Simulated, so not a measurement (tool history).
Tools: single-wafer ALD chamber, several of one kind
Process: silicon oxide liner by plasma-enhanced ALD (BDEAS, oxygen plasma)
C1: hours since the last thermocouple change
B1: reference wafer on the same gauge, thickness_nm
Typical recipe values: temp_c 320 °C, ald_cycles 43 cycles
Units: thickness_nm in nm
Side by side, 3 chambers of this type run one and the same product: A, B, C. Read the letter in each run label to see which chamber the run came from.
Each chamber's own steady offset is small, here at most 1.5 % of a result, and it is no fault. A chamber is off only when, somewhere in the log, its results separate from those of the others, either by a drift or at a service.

Run 1C, hour 8.8: usual settings; C1 1152.5; B1 3.1616. Result: thickness_nm 3.8748 nm.
Run 2A, hour 17.3: usual settings; C1 382.2; B1 3.1606. Result: thickness_nm 3.924 nm.
Run 3B, hour 23: usual settings; C1 398.1; B1 3.1615. Result: thickness_nm 3.9325 nm.
Run 4B, hour 32: usual settings; C1 407.1; B1 3.163. Result: thickness_nm 3.9353 nm.
Run 5C, hour 36.9: usual settings; C1 1180.6; B1 3.1625. Result: thickness_nm 3.8741 nm.
Run 6A, hour 45.5: usual settings; C1 410.4; B1 3.1627. Result: thickness_nm 3.9189 nm.
Run 7A, hour 50: usual settings; C1 414.9; B1 3.1636. Result: thickness_nm 3.9155 nm.
Run 8B, hour 54.5: usual settings but temp_c 327 °C, ald_cycles 50 cycles; C1 429.6; B1 3.1648. Result: thickness_nm 4.5296 nm.
Run 9C, hour 61.1: usual settings but temp_c 327 °C, ald_cycles 50 cycles; C1 1204.8; B1 3.1656. Result: thickness_nm 4.461 nm.
Run 10A, hour 65.3: usual settings but temp_c 327 °C, ald_cycles 50 cycles; C1 430.2; B1 3.1647. Result: thickness_nm 4.5154 nm.
Run 11B, hour 71.2: usual settings; C1 446.3; B1 3.1669. Result: thickness_nm 3.9492 nm.
Run 12C, hour 79.4: usual settings; C1 1223.1; B1 3.1659. Result: thickness_nm 3.8704 nm.
Run 13C, hour 83.6: usual settings; C1 1227.3; B1 3.1664. Result: thickness_nm 3.8799 nm.
Run 14A, hour 92.9: usual settings; C1 457.8; B1 3.1664. Result: thickness_nm 3.9262 nm.
Run 15B, hour 98.9: usual settings; C1 474; B1 3.1687. Result: thickness_nm 3.9396 nm.
Run 16C, hour 104.3: usual settings; C1 1248; B1 3.1692. Result: thickness_nm 3.8762 nm.
Run 17B, hour 110.5: usual settings; C1 485.6; B1 3.1687. Result: thickness_nm 3.9628 nm.
Run 18A, hour 115.5: usual settings; C1 480.4; B1 3.1684. Result: thickness_nm 3.9167 nm.
Run 19C, hour 122.2: usual settings; C1 1265.9; B1 3.1683. Result: thickness_nm 3.8721 nm.
Run 20B, hour 126.5: usual settings; C1 501.6; B1 3.171. Result: thickness_nm 3.9541 nm.
Run 21A, hour 131.8: usual settings; C1 496.7; B1 3.1693. Result: thickness_nm 3.9262 nm.
Run 22C, hour 141.2: usual settings but ald_cycles 47 cycles; C1 1284.9; B1 3.17. Result: thickness_nm 4.2596 nm.
Run 23B, hour 147.4: usual settings but ald_cycles 47 cycles; C1 522.5; B1 3.1698. Result: thickness_nm 4.3166 nm.
Run 24A, hour 153.3: usual settings but ald_cycles 47 cycles; C1 518.2; B1 3.1719. Result: thickness_nm 4.3012 nm.
Run 25C, hour 162.3: usual settings but ald_cycles 35 cycles; C1 1306; B1 3.1738. Result: thickness_nm 3.1526 nm.
Run 26A, hour 167.1: usual settings but ald_cycles 35 cycles; C1 532; B1 3.1731. Result: thickness_nm 3.21 nm.
Run 27B, hour 176.2: usual settings but ald_cycles 35 cycles; C1 551.3; B1 3.1724. Result: thickness_nm 3.2288 nm.
Run 28C, hour 184.5: usual settings; C1 1328.2; B1 3.1749. Result: thickness_nm 3.8832 nm.
Run 29B, hour 190.6: usual settings; C1 565.7; B1 3.1754. Result: thickness_nm 3.9516 nm.
Run 30A, hour 197.8: usual settings; C1 562.7; B1 3.1767. Result: thickness_nm 3.9395 nm.
Run 31A, hour 205.5: usual settings; C1 570.4; B1 3.1759. Result: thickness_nm 3.9444 nm.
Run 32B, hour 210.5: usual settings; C1 585.6; B1 3.1757. Result: thickness_nm 3.9536 nm.
Run 33C, hour 216.8: usual settings but temp_c 333 °C, ald_cycles 51 cycles; C1 1360.5; B1 3.1775. Result: thickness_nm 4.5185 nm.
Run 34C, hour 222: usual settings but temp_c 333 °C, ald_cycles 51 cycles; C1 1365.7; B1 3.1776. Result: thickness_nm 4.5322 nm.
Run 35A, hour 230.7: usual settings but temp_c 333 °C, ald_cycles 51 cycles; C1 595.6; B1 3.18. Result: thickness_nm 4.5815 nm.
Run 36B, hour 239.7: usual settings but temp_c 328 °C; C1 614.8; B1 3.1774. Result: thickness_nm 3.9198 nm.
Run 37A, hour 244: usual settings but temp_c 328 °C; C1 608.9; B1 3.1776. Result: thickness_nm 3.8911 nm.
Run 38B, hour 248.8: usual settings but temp_c 328 °C; C1 623.9; B1 3.1813. Result: thickness_nm 3.9199 nm.
Run 39C, hour 256.7: usual settings; C1 1400.4; B1 3.1795. Result: thickness_nm 3.8959 nm.
Run 40A, hour 263.1: usual settings; C1 628; B1 3.1812. Result: thickness_nm 3.9474 nm.
Run 41C, hour 271.7: usual settings; C1 1415.4; B1 3.1807. Result: thickness_nm 3.8944 nm.

All chambers now run identical settings, listed one chamber a line with results as question marks. What results will each chamber show?
Run 42A, hour 278.5: usual settings but ald_cycles 35 cycles. Result: thickness_nm ?.
Run 42B, hour 278.5: usual settings but ald_cycles 35 cycles. Result: thickness_nm ?.
Run 42C, hour 278.5: usual settings but ald_cycles 35 cycles. Result: thickness_nm ?.

run  thickness_nm
42A        3.2143
42B        3.2314
42C        3.1666

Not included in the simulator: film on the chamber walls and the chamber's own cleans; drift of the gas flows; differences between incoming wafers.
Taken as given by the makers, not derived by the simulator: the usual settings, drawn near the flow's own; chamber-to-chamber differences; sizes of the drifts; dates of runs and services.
